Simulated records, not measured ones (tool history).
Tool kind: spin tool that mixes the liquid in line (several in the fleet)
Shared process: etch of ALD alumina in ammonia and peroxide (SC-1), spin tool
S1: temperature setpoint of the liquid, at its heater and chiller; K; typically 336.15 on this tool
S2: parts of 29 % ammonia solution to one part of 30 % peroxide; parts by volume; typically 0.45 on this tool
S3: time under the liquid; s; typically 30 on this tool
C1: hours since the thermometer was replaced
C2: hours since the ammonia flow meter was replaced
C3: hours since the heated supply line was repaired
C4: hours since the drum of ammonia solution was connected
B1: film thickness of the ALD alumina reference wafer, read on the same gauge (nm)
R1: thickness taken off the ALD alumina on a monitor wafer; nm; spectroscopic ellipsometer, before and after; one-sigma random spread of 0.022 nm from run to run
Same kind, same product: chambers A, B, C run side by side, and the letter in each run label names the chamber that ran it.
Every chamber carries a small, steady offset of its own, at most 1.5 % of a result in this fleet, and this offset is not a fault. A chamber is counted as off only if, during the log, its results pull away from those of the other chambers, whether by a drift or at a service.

Run 1C, hour 3.8: usual settings; C1 589.9; C2 198.2; C3 2706.5; C4 342.5; B1 60.004. Result: R1 4.3861 nm.
Run 2B, hour 8.3: usual settings; C1 93.9; C2 1093.3; C3 415.1; C4 298.2; B1 59.983. Result: R1 4.4383 nm.
Run 3A, hour 14.6: usual settings; C1 1487.1; C2 50.6; C3 560.7; C4 134.1; B1 59.997. Result: R1 4.4808 nm.
Run 4A, hour 18.7: usual settings; C1 1491.2; C2 54.7; C3 564.8; C4 138.2; B1 59.996. Result: R1 4.4433 nm.
At hour 20.9: chamber A: thermometer replaced.
Run 5C, hour 24.2: usual settings; C1 610.3; C2 218.6; C3 2726.9; C4 362.9; B1 60.013. Result: R1 4.3875 nm.
Run 6B, hour 30.7: usual settings; C1 116.3; C2 1115.7; C3 437.5; C4 320.6; B1 59.989. Result: R1 4.4359 nm.
Run 7C, hour 35.3: usual settings; C1 621.4; C2 229.7; C3 2738.0; C4 374.0; B1 60.004. Result: R1 4.3318 nm.
Run 8A, hour 38.3: usual settings; C1 17.4; C2 74.3; C3 584.4; C4 157.8; B1 59.959. Result: R1 4.4743 nm.
Run 9B, hour 41.8: usual settings; C1 127.4; C2 1126.8; C3 448.6; C4 331.7; B1 59.993. Result: R1 4.4030 nm.
Run 10C, hour 47.9: usual settings; C1 634.0; C2 242.3; C3 2750.6; C4 386.6; B1 60.022. Result: R1 4.3749 nm.
Run 11B, hour 52.6: usual settings; C1 138.2; C2 1137.6; C3 459.4; C4 342.5; B1 59.997. Result: R1 4.4491 nm.
Run 12A, hour 56.1: usual settings; C1 35.2; C2 92.1; C3 602.2; C4 175.6; B1 59.990. Result: R1 4.4674 nm.
Run 13B, hour 59.4: usual settings; C1 145.0; C2 1144.4; C3 466.2; C4 349.3; B1 60.013. Result: R1 4.4288 nm.
Run 14C, hour 63.7: usual settings; C1 649.8; C2 258.1; C3 2766.4; C4 402.4; B1 60.016. Result: R1 4.3538 nm.
Run 15A, hour 69.1: usual settings; C1 48.2; C2 105.1; C3 615.2; C4 188.6; B1 60.001. Result: R1 4.4352 nm.
Run 16B, hour 72.4: usual settings; C1 158.0; C2 1157.4; C3 479.2; C4 362.3; B1 60.015. Result: R1 4.4356 nm.
Run 17A, hour 75.7: usual settings; C1 54.8; C2 111.7; C3 621.8; C4 195.2; B1 60.031. Result: R1 4.4458 nm.
Run 18C, hour 79.5: usual settings but S2 0.60 parts by volume; C1 665.6; C2 273.9; C3 2782.2; C4 418.2; B1 60.023. Result: R1 4.5478 nm.
Run 19A, hour 82.9: usual settings but S2 0.60 parts by volume; C1 62.0; C2 118.9; C3 629.0; C4 202.4; B1 59.983. Result: R1 4.6058 nm.
Run 20B, hour 88.2: usual settings but S2 0.60 parts by volume; C1 173.8; C2 1173.2; C3 495.0; C4 378.1; B1 59.994. Result: R1 4.5449 nm.
Run 21C, hour 94.7: usual settings; C1 680.8; C2 289.1; C3 2797.4; C4 433.4; B1 59.991. Result: R1 4.3919 nm.
Run 22B, hour 101.0: usual settings; C1 186.6; C2 1186.0; C3 507.8; C4 390.9; B1 60.019. Result: R1 4.4646 nm.
Run 23A, hour 104.8: usual settings but S2 0.55 parts by volume; C1 83.9; C2 140.8; C3 650.9; C4 224.3; B1 59.979. Result: R1 4.5594 nm.
Run 24C, hour 108.7: usual settings but S2 0.55 parts by volume; C1 694.8; C2 303.1; C3 2811.4; C4 447.4; B1 60.053. Result: R1 4.4377 nm.
Run 25A, hour 113.0: usual settings but S2 0.55 parts by volume; C1 92.1; C2 149.0; C3 659.1; C4 232.5; B1 60.027. Result: R1 4.5225 nm.
Run 26B, hour 117.1: usual settings; C1 202.7; C2 1202.1; C3 523.9; C4 407.0; B1 59.982. Result: R1 4.4442 nm.
Run 27C, hour 122.8: usual settings; C1 708.9; C2 317.2; C3 2825.5; C4 461.5; B1 60.024. Result: R1 4.3770 nm.
Run 28B, hour 128.6: usual settings; C1 214.2; C2 1213.6; C3 535.4; C4 418.5; B1 59.983. Result: R1 4.4347 nm.
Run 29A, hour 132.4: usual settings but S1 339.15 K, S3 35 s; C1 111.5; C2 168.4; C3 678.5; C4 251.9; B1 59.965. Result: R1 5.9985 nm.
Run 30C, hour 138.1: usual settings but S1 339.15 K, S3 35 s; C1 724.2; C2 332.5; C3 2840.8; C4 476.8; B1 59.971. Result: R1 5.9789 nm.
Run 31B, hour 142.1: usual settings but S1 339.15 K, S3 35 s; C1 227.7; C2 1227.1; C3 548.9; C4 432.0; B1 60.009. Result: R1 5.9619 nm.
Run 32C, hour 148.4: usual settings; C1 734.5; C2 342.8; C3 2851.1; C4 487.1; B1 60.008. Result: R1 4.3665 nm.
Run 33A, hour 153.9: usual settings; C1 133.0; C2 189.9; C3 700.0; C4 273.4; B1 59.990. Result: R1 4.4890 nm.
Run 34B, hour 158.1: usual settings; C1 243.7; C2 1243.1; C3 564.9; C4 448.0; B1 60.003. Result: R1 4.4176 nm.
Run 35A, hour 161.8: usual settings; C1 140.9; C2 197.8; C3 707.9; C4 281.3; B1 59.974. Result: R1 4.4796 nm.
Run 36C, hour 167.3: usual settings; C1 753.4; C2 361.7; C3 2870.0; C4 506.0; B1 60.019. Result: R1 4.3725 nm.
Run 37A, hour 173.2: usual settings; C1 152.3; C2 209.2; C3 719.3; C4 292.7; B1 59.966. Result: R1 4.4457 nm.
Run 38B, hour 177.6: usual settings; C1 263.2; C2 1262.6; C3 584.4; C4 467.5; B1 60.006. Result: R1 4.4387 nm.
Run 39C, hour 183.4: usual settings; C1 769.5; C2 377.8; C3 2886.1; C4 522.1; B1 60.005. Result: R1 4.3918 nm.
Run 40C, hour 188.0: usual settings; C1 774.1; C2 382.4; C3 2890.7; C4 526.7; B1 59.983. Result: R1 4.3631 nm.
Run 41B, hour 191.9: usual settings; C1 277.5; C2 1276.9; C3 598.7; C4 481.8; B1 59.997. Result: R1 4.4554 nm.

Which is it: a chamber that has drifted or been left off by a service, a gauge drift common to all chambers, or only each chamber's usual small offset? If a chamber is off, name it and its likeliest cause.

No chamber is off and the gauge is stable; the differences are just each chamber's small, constant offset.
